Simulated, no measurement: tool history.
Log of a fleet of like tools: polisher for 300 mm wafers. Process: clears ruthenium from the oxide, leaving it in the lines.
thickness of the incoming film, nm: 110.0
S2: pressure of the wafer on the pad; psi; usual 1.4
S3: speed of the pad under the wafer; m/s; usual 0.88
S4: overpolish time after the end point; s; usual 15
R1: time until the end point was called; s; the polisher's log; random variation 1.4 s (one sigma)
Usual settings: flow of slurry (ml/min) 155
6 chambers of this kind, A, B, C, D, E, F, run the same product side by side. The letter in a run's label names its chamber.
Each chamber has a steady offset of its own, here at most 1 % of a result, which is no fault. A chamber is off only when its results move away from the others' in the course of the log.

{"run": "1F", "hour": 10.1, "flow of slurry (ml/min)": 155, "S2": 1.4, "S3": 0.88, "S4": 15, "R1": 147.5}
{"run": "2A", "hour": 21.4, "flow of slurry (ml/min)": 155, "S2": 1.4, "S3": 0.88, "S4": 15, "R1": 150.12}
{"run": "3B", "hour": 29.7, "flow of slurry (ml/min)": 155, "S2": 1.4, "S3": 0.88, "S4": 15, "R1": 148.98}
{"hour": 31.7, "done": "chamber F: slurry nozzle cleaned"}
{"run": "4C", "hour": 38.6, "flow of slurry (ml/min)": 155, "S2": 1.4, "S3": 0.88, "S4": 15, "R1": 148.81}
{"run": "5E", "hour": 49.8, "flow of slurry (ml/min)": 155, "S2": 1.4, "S3": 0.88, "S4": 15, "R1": 147.83}
{"hour": 51.2, "done": "chamber A: head pressure recalibrated"}
{"run": "6D", "hour": 56.2, "flow of slurry (ml/min)": 105, "S2": 1.4, "S3": 0.88, "S4": 22, "R1": 162.87}
{"hour": 57.6, "done": "chamber F: worn pad replaced by a new one"}
{"run": "7C", "hour": 68.0, "flow of slurry (ml/min)": 105, "S2": 1.4, "S3": 0.88, "S4": 22, "R1": 161.55}
{"hour": 69.4, "done": "chamber E: worn pad replaced by a new one"}
{"hour": 75.1, "done": "chamber A: worn pad replaced by a new one"}
{"run": "8F", "hour": 75.2, "flow of slurry (ml/min)": 105, "S2": 1.4, "S3": 0.88, "S4": 22, "R1": 160.24}
{"run": "9B", "hour": 83.1, "flow of slurry (ml/min)": 105, "S2": 1.4, "S3": 0.88, "S4": 22, "R1": 163.41}
{"run": "10A", "hour": 94.4, "flow of slurry (ml/min)": 105, "S2": 1.4, "S3": 0.88, "S4": 22, "R1": 161.08}
{"run": "11E", "hour": 102.1, "flow of slurry (ml/min)": 105, "S2": 1.4, "S3": 0.88, "S4": 22, "R1": 161.04}
{"hour": 110.0, "done": "chamber D: worn pad replaced by a new one"}
{"hour": 110.4, "done": "chamber B: worn pad replaced by a new one"}
{"run": "12D", "hour": 112.7, "flow of slurry (ml/min)": 155, "S2": 1.4, "S3": 0.88, "S4": 15, "R1": 147.92}
{"hour": 123.0, "done": "chamber F: worn pad replaced by a new one"}
{"run": "13D", "hour": 123.0, "flow of slurry (ml/min)": 155, "S2": 1.4, "S3": 0.88, "S4": 15, "R1": 150.73}
{"run": "14B", "hour": 130.2, "flow of slurry (ml/min)": 155, "S2": 1.4, "S3": 0.88, "S4": 15, "R1": 147.36}
{"run": "15C", "hour": 137.8, "flow of slurry (ml/min)": 155, "S2": 1.4, "S3": 0.88, "S4": 15, "R1": 152.36}
{"run": "16A", "hour": 147.3, "flow of slurry (ml/min)": 155, "S2": 1.4, "S3": 0.88, "S4": 15, "R1": 149.33}
{"hour": 154.6, "done": "chamber E: worn pad replaced by a new one"}
{"run": "17F", "hour": 157.3, "flow of slurry (ml/min)": 155, "S2": 1.4, "S3": 0.88, "S4": 15, "R1": 147.65}
{"hour": 160.3, "done": "chamber F: head pressure recalibrated"}
{"run": "18E", "hour": 165.8, "flow of slurry (ml/min)": 155, "S2": 1.4, "S3": 0.88, "S4": 15, "R1": 149.58}
{"run": "19E", "hour": 173.8, "flow of slurry (ml/min)": 155, "S2": 1.4, "S3": 0.88, "S4": 8, "R1": 148.19}
{"run": "20A", "hour": 183.0, "flow of slurry (ml/min)": 155, "S2": 1.4, "S3": 0.88, "S4": 8, "R1": 147.71}
{"hour": 189.0, "done": "chamber F: worn pad replaced by a new one"}
{"hour": 189.1, "done": "chamber A: worn pad replaced by a new one"}
{"run": "21F", "hour": 189.2, "flow of slurry (ml/min)": 155, "S2": 1.4, "S3": 0.88, "S4": 8, "R1": 149.58}
{"run": "22C", "hour": 196.6, "flow of slurry (ml/min)": 155, "S2": 1.4, "S3": 0.88, "S4": 8, "R1": 155.05}
{"run": "23D", "hour": 202.1, "flow of slurry (ml/min)": 155, "S2": 1.4, "S3": 0.88, "S4": 8, "R1": 150.58}
{"run": "24B", "hour": 209.3, "flow of slurry (ml/min)": 155, "S2": 1.4, "S3": 0.88, "S4": 8, "R1": 149.31}
{"run": "25D", "hour": 220.1, "flow of slurry (ml/min)": 155, "S2": 1.4, "S3": 0.88, "S4": 15, "R1": 149.82}
{"run": "26A", "hour": 227.7, "flow of slurry (ml/min)": 155, "S2": 1.4, "S3": 0.88, "S4": 15, "R1": 149.07}
{"hour": 235.0, "done": "chamber D: worn pad replaced by a new one"}
{"run": "27E", "hour": 239.5, "flow of slurry (ml/min)": 155, "S2": 1.4, "S3": 0.88, "S4": 15, "R1": 148.78}
{"hour": 240.5, "done": "chamber B: worn pad replaced by a new one"}
{"hour": 248.4, "done": "chamber F: worn pad replaced by a new one"}
{"run": "28C", "hour": 248.9, "flow of slurry (ml/min)": 190, "S2": 1.4, "S3": 0.88, "S4": 15, "R1": 153.7}
{"hour": 260.6, "done": "chamber E: worn pad replaced by a new one"}
{"run": "29F", "hour": 261.0, "flow of slurry (ml/min)": 190, "S2": 1.4, "S3": 0.88, "S4": 15, "R1": 141.17}
{"run": "30B", "hour": 270.0, "flow of slurry (ml/min)": 190, "S2": 1.4, "S3": 0.88, "S4": 15, "R1": 145.87}
{"hour": 270.2, "done": "chamber A: slurry nozzle cleaned"}
{"run": "31D", "hour": 278.8, "flow of slurry (ml/min)": 190, "S2": 1.4, "S3": 0.88, "S4": 15, "R1": 145.35}
{"run": "32A", "hour": 285.9, "flow of slurry (ml/min)": 190, "S2": 1.4, "S3": 0.88, "S4": 15, "R1": 145.35}
{"run": "33B", "hour": 297.7, "flow of slurry (ml/min)": 190, "S2": 1.4, "S3": 0.88, "S4": 15, "R1": 143.72}
{"run": "34C", "hour": 305.2, "flow of slurry (ml/min)": 155, "S2": 1.4, "S3": 0.88, "S4": 15, "R1": 161.95}
{"hour": 305.9, "done": "chamber D: head pressure recalibrated"}
{"hour": 309.0, "done": "chamber F: worn pad replaced by a new one"}
{"run": "35F", "hour": 315.2, "flow of slurry (ml/min)": 155, "S2": 1.4, "S3": 0.88, "S4": 15, "R1": 149.54}
{"run": "36E", "hour": 323.3, "flow of slurry (ml/min)": 155, "S2": 1.4, "S3": 1.1, "S4": 15, "R1": 117.55}
{"run": "37D", "hour": 329.9, "flow of slurry (ml/min)": 155, "S2": 1.4, "S3": 1.1, "S4": 15, "R1": 120.6}

All 6 chambers run these settings next. Forecast each chamber's results:
{"run": "38A", "hour": 338.6, "flow of slurry (ml/min)": 155, "S2": 1.4, "S3": 0.88, "S4": 15, "R1": "?"}
{"run": "38B", "hour": 338.6, "flow of slurry (ml/min)": 155, "S2": 1.4, "S3": 0.88, "S4": 15, "R1": "?"}
{"run": "38C", "hour": 338.6, "flow of slurry (ml/min)": 155, "S2": 1.4, "S3": 0.88, "S4": 15, "R1": "?"}
{"run": "38D", "hour": 338.6, "flow of slurry (ml/min)": 155, "S2": 1.4, "S3": 0.88, "S4": 15, "R1": "?"}
{"run": "38E", "hour": 338.6, "flow of slurry (ml/min)": 155, "S2": 1.4, "S3": 0.88, "S4": 15, "R1": "?"}
{"run": "38F", "hour": 338.6, "flow of slurry (ml/min)": 155, "S2": 1.4, "S3": 0.88, "S4": 15, "R1": "?"}

run=38A R1=149.75
run=38B R1=151.23
run=38C R1=164.57
run=38D R1=149.68
run=38E R1=150.22
run=38F R1=146.79
